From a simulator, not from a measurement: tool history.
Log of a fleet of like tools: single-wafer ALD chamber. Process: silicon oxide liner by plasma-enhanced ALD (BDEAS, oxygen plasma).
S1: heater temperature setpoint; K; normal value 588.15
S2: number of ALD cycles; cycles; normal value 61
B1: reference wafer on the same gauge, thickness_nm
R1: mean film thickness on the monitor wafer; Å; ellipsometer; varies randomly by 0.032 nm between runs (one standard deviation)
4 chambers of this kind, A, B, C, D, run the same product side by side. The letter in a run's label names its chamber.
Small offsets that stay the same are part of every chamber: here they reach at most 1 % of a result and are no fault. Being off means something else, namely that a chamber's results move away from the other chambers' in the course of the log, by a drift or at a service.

{"run": "1A", "hour": 11.1, "S1": 588.15, "S2": 61, "B1": 5.237, "R1": 54.642}
{"run": "2C", "hour": 24.3, "S1": 588.15, "S2": 61, "B1": 5.2388, "R1": 55.193}
{"run": "3B", "hour": 36.9, "S1": 588.15, "S2": 61, "B1": 5.2427, "R1": 55.93}
{"run": "4D", "hour": 49.1, "S1": 588.15, "S2": 61, "B1": 5.2431, "R1": 55.274}
{"hour": 58.8, "done": "chamber C: thermocouple changed; heater temperature recalibrated"}
{"run": "5B", "hour": 60.4, "S1": 588.15, "S2": 61, "B1": 5.2437, "R1": 55.566}
{"run": "6A", "hour": 68.9, "S1": 588.15, "S2": 61, "B1": 5.2407, "R1": 54.987}
{"run": "7D", "hour": 77.6, "S1": 588.15, "S2": 61, "B1": 5.2404, "R1": 54.839}
{"run": "8C", "hour": 86.2, "S1": 588.15, "S2": 61, "B1": 5.2346, "R1": 54.951}
{"run": "9D", "hour": 93.5, "S1": 597.15, "S2": 71, "B1": 5.246, "R1": 63.511}
{"run": "10B", "hour": 104.6, "S1": 597.15, "S2": 71, "B1": 5.2415, "R1": 63.65}
{"run": "11A", "hour": 115.4, "S1": 597.15, "S2": 71, "B1": 5.238, "R1": 63.879}
{"run": "12C", "hour": 125.4, "S1": 597.15, "S2": 71, "B1": 5.2383, "R1": 63.599}
{"run": "13A", "hour": 135.4, "S1": 588.15, "S2": 61, "B1": 5.2417, "R1": 55.123}
{"run": "14C", "hour": 147.3, "S1": 588.15, "S2": 61, "B1": 5.2535, "R1": 54.793}
{"run": "15D", "hour": 157.9, "S1": 588.15, "S2": 61, "B1": 5.2322, "R1": 55.638}
{"run": "16B", "hour": 167.2, "S1": 588.15, "S2": 61, "B1": 5.2379, "R1": 54.838}
{"hour": 170.5, "done": "chamber A: thermocouple changed; heater temperature recalibrated"}
{"run": "17A", "hour": 177.8, "S1": 588.15, "S2": 61, "B1": 5.2408, "R1": 55.229}
{"run": "18B", "hour": 188.0, "S1": 588.15, "S2": 68, "B1": 5.2405, "R1": 60.909}
{"run": "19D", "hour": 198.3, "S1": 588.15, "S2": 68, "B1": 5.2361, "R1": 61.767}
{"run": "20C", "hour": 210.3, "S1": 588.15, "S2": 68, "B1": 5.2363, "R1": 61.495}
{"run": "21A", "hour": 219.0, "S1": 588.15, "S2": 68, "B1": 5.2456, "R1": 60.889}
{"run": "22B", "hour": 225.3, "S1": 588.15, "S2": 61, "B1": 5.2379, "R1": 55.267}
{"run": "23C", "hour": 233.1, "S1": 588.15, "S2": 54, "B1": 5.2441, "R1": 48.695}
{"hour": 235.6, "done": "chamber B: thermocouple changed; heater temperature recalibrated"}
{"run": "24D", "hour": 246.6, "S1": 588.15, "S2": 54, "B1": 5.2347, "R1": 49.055}
{"run": "25C", "hour": 255.6, "S1": 588.15, "S2": 54, "B1": 5.2385, "R1": 48.56}
{"run": "26A", "hour": 262.0, "S1": 588.15, "S2": 54, "B1": 5.2365, "R1": 49.134}
{"run": "27B", "hour": 274.1, "S1": 588.15, "S2": 61, "B1": 5.2397, "R1": 55.499}

Which is it: a chamber that has drifted or been left off by a service, a gauge drift common to all chambers, or only each chamber's usual small offset? If a chamber is off, name it and its likeliest cause.

Neither any chamber nor the gauge drifts; the chambers differ only by their own small, steady offsets.
